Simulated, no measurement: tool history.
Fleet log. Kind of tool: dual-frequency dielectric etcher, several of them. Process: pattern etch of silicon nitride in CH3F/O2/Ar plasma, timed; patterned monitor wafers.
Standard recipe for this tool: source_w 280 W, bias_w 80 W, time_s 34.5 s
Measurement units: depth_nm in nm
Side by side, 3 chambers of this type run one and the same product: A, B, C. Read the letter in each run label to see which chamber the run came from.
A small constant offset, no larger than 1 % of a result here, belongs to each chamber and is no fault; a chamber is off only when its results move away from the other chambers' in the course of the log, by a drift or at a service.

run   hour  source_w  bias_w  time_s  read-back reference wafer on the same gauge, depth_nm  depth_nm
 1C    3.4       280      80    34.5                                                 22.783    21.947
 2A    9.1       280      80    34.5                                                 22.796    22.121
 3B   14.3       280      80    34.5                                                 22.817    21.626
 4B   19.3       280      80    34.5                                                 22.821    21.786
 5C   23.2       280      80    34.5                                                 22.810    22.188
 6A   29.4       280      80    34.5                                                 22.804    21.955
      34.5  -- chamber B: wet clean of the chamber
 7A   35.5       330      61    34.5                                                 22.801    21.604
 8B   38.6       330      61    34.5                                                 22.812    21.122
 9C   42.5       330      61    34.5                                                 22.810    21.479
10C   48.8       280      80    34.5                                                 22.808    22.063
11A   54.4       250      69    34.5                                                 22.804    20.136
12B   58.3       250      69    34.5                                                 22.813    19.770
13B   64.6       250      69    34.5                                                 22.831    19.663
14C   69.4       280      80    34.5                                                 22.796    22.025
15A   75.5       280      80    34.5                                                 22.814    22.205
16C   80.6       280      80    34.5                                                 22.822    21.917
17B   85.9       280      80    34.5                                                 22.781    21.669
18A   90.6       280      91    34.5                                                 22.772    23.135
19C   95.7       280      91    34.5                                                 22.798    23.077
20A  100.2       280      91    34.5                                                 22.803    23.045
21B  103.4       280      80    34.5                                                 22.814    21.550
22A  106.5       280      80    40.0                                                 22.785    25.807
23B  109.6       280      80    40.0                                                 22.767    25.248
     112.6  -- chamber A: wet clean of the chamber
24C  114.0       280      80    40.0                                                 22.796    25.832
25A  120.5       280      80    34.5                                                 22.823    21.197
26B  126.0       280      80    34.5                                                 22.805    21.520
27C  130.8       280      80    34.5                                                 22.805    22.128
28B  134.0       280      80    34.5                                                 22.817    21.522
29A  139.0       280      80    34.5                                                 22.791    20.900
30C  142.8       280      80    34.5                                                 22.814    22.071
31C  148.4       280      80    34.5                                                 22.806    21.929
32A  151.6       280      80    34.5                                                 22.793    21.076
33B  155.4       280      80    26.0                                                 22.825    16.478
34C  160.7       280      80    26.0                                                 22.827    16.685
35B  164.3       280      80    26.0                                                 22.791    16.253
36A  168.7       280      80    34.5                                                 22.803    21.127
37A  175.4       280      80    34.5                                                 22.807    20.921

All 3 chambers run these settings next. Forecast each chamber's results:
38A  180.1       280      80    31.0                                                                ?
38B  180.1       280      80    31.0                                                                ?
38C  180.1       280      80    31.0                                                                ?

run  depth_nm
38A    19.049
38B    19.640
38C    19.841
